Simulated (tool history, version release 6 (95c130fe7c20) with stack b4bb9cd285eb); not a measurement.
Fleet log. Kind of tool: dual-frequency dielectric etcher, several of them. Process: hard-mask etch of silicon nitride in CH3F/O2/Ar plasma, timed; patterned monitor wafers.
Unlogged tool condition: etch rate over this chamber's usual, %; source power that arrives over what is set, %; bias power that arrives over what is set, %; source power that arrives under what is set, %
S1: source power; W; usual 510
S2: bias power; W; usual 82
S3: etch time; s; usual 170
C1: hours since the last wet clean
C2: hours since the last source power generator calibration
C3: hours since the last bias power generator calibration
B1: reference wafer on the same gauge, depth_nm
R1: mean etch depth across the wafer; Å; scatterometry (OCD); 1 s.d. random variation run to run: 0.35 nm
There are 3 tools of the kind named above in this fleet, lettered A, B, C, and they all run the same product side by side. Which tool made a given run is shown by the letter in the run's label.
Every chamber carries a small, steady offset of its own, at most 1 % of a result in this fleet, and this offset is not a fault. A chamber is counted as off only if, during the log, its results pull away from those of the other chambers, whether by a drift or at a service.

run   hour   S1  S2   S3     C1     C2      C3      B1      R1
 1A    3.0  510  82  170   50.8  405.5  2725.3  122.10  1362.7
 2B    6.2  510  82  170   99.6  378.3  3320.9  121.95  1367.0
 3C    9.5  510  82  170   71.4  804.5   689.3  121.95  1370.8
 4A   12.8  510  82  170   60.6  415.3  2735.1  122.02  1365.1
 5B   18.6  510  82  170  112.0  390.7  3333.3  122.04  1358.4
 6C   23.9  510  82  170   85.8  818.9   703.7  121.99  1370.3
 7C   27.1  510  82  170   89.0  822.1   706.9  122.02  1374.5
 8B   32.2  510  82  170  125.6  404.3  3346.9  121.92  1355.7
      35.2  -- chamber A: bias power generator calibrated
 9A   36.6  510  82  170   84.4  439.1     1.4  121.99  1356.2
10A   40.2  510  82  170   88.0  442.7     5.0  121.96  1350.6
11B   47.0  510  82  170  140.4  419.1  3361.7  122.05  1358.5
12C   53.6  510  82  170  115.5  848.6   733.4  122.03  1370.3
13C   58.8  460  93  170  120.7  853.8   738.6  121.98  1381.9
14A   63.1  460  93  170  110.9  465.6    27.9  122.02  1371.2
15B   68.6  460  93  170  162.0  440.7  3383.3  121.97  1373.4
16C   72.6  510  82  170  134.5  867.6   752.4  122.01  1378.0
17A   77.8  430  82  170  125.6  480.3    42.6  122.03  1278.0
18B   81.8  430  82  170  175.2  453.9  3396.5  121.96  1288.5
19B   87.1  430  82  170  180.5  459.2  3401.8  122.00  1282.1
20A   92.0  510  82  170  139.8  494.5    56.8  122.04  1359.3
21C   97.1  510  82  170  159.0  892.1   776.9  122.02  1373.7
22B  101.7  510  82  170  195.1  473.8  3416.4  122.03  1382.1
23A  106.9  510  82  170  154.7  509.4    71.7  121.97  1361.0
24C  112.9  510  82  170  174.8  907.9   792.7  121.99  1374.2
25C  116.7  510  82  170  178.6  911.7   796.5  122.01  1371.8
26A  121.7  510  82  170  169.5  524.2    86.5  122.00  1360.8
27B  125.6  510  82  170  219.0  497.7  3440.3  122.04  1388.8
28C  130.3  510  82  170  192.2  925.3   810.1  121.95  1372.0
29A  136.8  510  82  170  184.6  539.3   101.6  121.93  1358.7
30B  140.4  510  82  170  233.8  512.5  3455.1  121.97  1400.1
31A  146.2  510  82  170  194.0  548.7   111.0  121.98  1358.0
32B  151.7  510  82  170  245.1  523.8  3466.4  121.99  1400.0
33C  156.8  510  82  170  218.7  951.8   836.6  121.98  1374.7
34C  162.0  510  82  170  223.9  957.0   841.8  122.04  1375.2
35B  167.4  510  82  170  260.8  539.5  3482.1  121.95  1411.6
36A  172.6  510  82  170  220.4  575.1   137.4  122.04  1359.8

Predict what each chamber gives when all 3 of them run the settings below next.
37A  177.4  610  82  170                   ?
37B  177.4  610  82  170                   ?
37C  177.4  610  82  170                   ?

run      R1
37A  1459.7
37B  1516.4
37C  1476.0

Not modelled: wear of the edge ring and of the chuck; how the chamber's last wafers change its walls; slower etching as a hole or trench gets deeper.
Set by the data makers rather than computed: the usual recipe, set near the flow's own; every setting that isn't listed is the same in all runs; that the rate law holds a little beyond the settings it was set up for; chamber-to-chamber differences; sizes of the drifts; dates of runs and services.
